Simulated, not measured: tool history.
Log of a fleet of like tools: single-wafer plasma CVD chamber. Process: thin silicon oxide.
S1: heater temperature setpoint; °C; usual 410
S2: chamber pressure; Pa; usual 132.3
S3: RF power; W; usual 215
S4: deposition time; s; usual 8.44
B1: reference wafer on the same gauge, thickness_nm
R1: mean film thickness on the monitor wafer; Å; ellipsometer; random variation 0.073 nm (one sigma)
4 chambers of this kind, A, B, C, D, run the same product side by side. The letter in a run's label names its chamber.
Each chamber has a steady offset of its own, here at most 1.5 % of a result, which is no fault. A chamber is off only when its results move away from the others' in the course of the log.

Run 1C, hour 9.9: usual settings; B1 16.999. Result: R1 159.87 Å.
At hour 17.6: chamber C: RF generator calibrated.
Run 2A, hour 21.9: usual settings; B1 17. Result: R1 158.58 Å.
Run 3B, hour 29.3: usual settings; B1 16.977. Result: R1 159.88 Å.
Run 4D, hour 36.3: usual settings; B1 17.002. Result: R1 159.27 Å.
Run 5B, hour 43.7: usual settings; B1 17. Result: R1 161.32 Å.
Run 6C, hour 53.1: usual settings; B1 17.014. Result: R1 158.65 Å.
Run 7D, hour 59.5: usual settings; B1 16.998. Result: R1 160.06 Å.
Run 8A, hour 69.6: usual settings; B1 17.016. Result: R1 159.1 Å.
Run 9A, hour 79.5: usual settings; B1 16.997. Result: R1 158.47 Å.
Run 10B, hour 92.1: usual settings but S2 122.5 Pa, S3 180 W; B1 16.993. Result: R1 139.75 Å.
Run 11C, hour 104.6: usual settings but S2 122.5 Pa, S3 180 W; B1 17.014. Result: R1 136.43 Å.
Run 12D, hour 118.7: usual settings but S2 122.5 Pa, S3 180 W; B1 16.995. Result: R1 137.34 Å.
At hour 124.5: chamber D: capacitance manometer re-zeroed and calibrated.
Run 13C, hour 131.4: usual settings but S2 122.5 Pa, S3 180 W; B1 17.004. Result: R1 137.88 Å.
Run 14B, hour 138: usual settings; B1 16.99. Result: R1 160.04 Å.
Run 15A, hour 149.6: usual settings; B1 17.004. Result: R1 158.37 Å.
Run 16D, hour 159.1: usual settings; B1 16.993. Result: R1 161.85 Å.
Run 17D, hour 170.2: usual settings; B1 17.005. Result: R1 160.65 Å.
Run 18B, hour 182.7: usual settings; B1 16.989. Result: R1 159.88 Å.
Run 19C, hour 192: usual settings but S1 401 °C; B1 16.992. Result: R1 159.92 Å.
Run 20A, hour 202.5: usual settings but S1 401 °C; B1 17.002. Result: R1 158.88 Å.
Run 21B, hour 211.9: usual settings but S1 401 °C; B1 17.015. Result: R1 161.06 Å.
Run 22D, hour 221.7: usual settings but S1 401 °C; B1 16.993. Result: R1 161.06 Å.
Run 23A, hour 231.9: usual settings; B1 17.003. Result: R1 158.61 Å.
Run 24C, hour 243.1: usual settings; B1 16.976. Result: R1 157.05 Å.
Run 25B, hour 252.5: usual settings but S2 155.3 Pa, S3 185 W; B1 17. Result: R1 165.98 Å.
Run 26A, hour 261.8: usual settings but S2 155.3 Pa, S3 185 W; B1 17. Result: R1 163.21 Å.
At hour 264.7: chamber C: capacitance manometer re-zeroed and calibrated.
Run 27C, hour 272.9: usual settings but S2 155.3 Pa, S3 185 W; B1 16.992. Result: R1 165.39 Å.
Run 28D, hour 280.9: usual settings but S2 155.3 Pa, S3 185 W; B1 16.99. Result: R1 164.79 Å.
Run 29D, hour 293.9: usual settings; B1 17.008. Result: R1 158.59 Å.

Is one chamber off against the others, does the gauge drift, or is nothing wrong? If a chamber is off, say which, and what the likeliest cause is.

No chamber stands off beyond its own small offset, and the gauge holds steady.
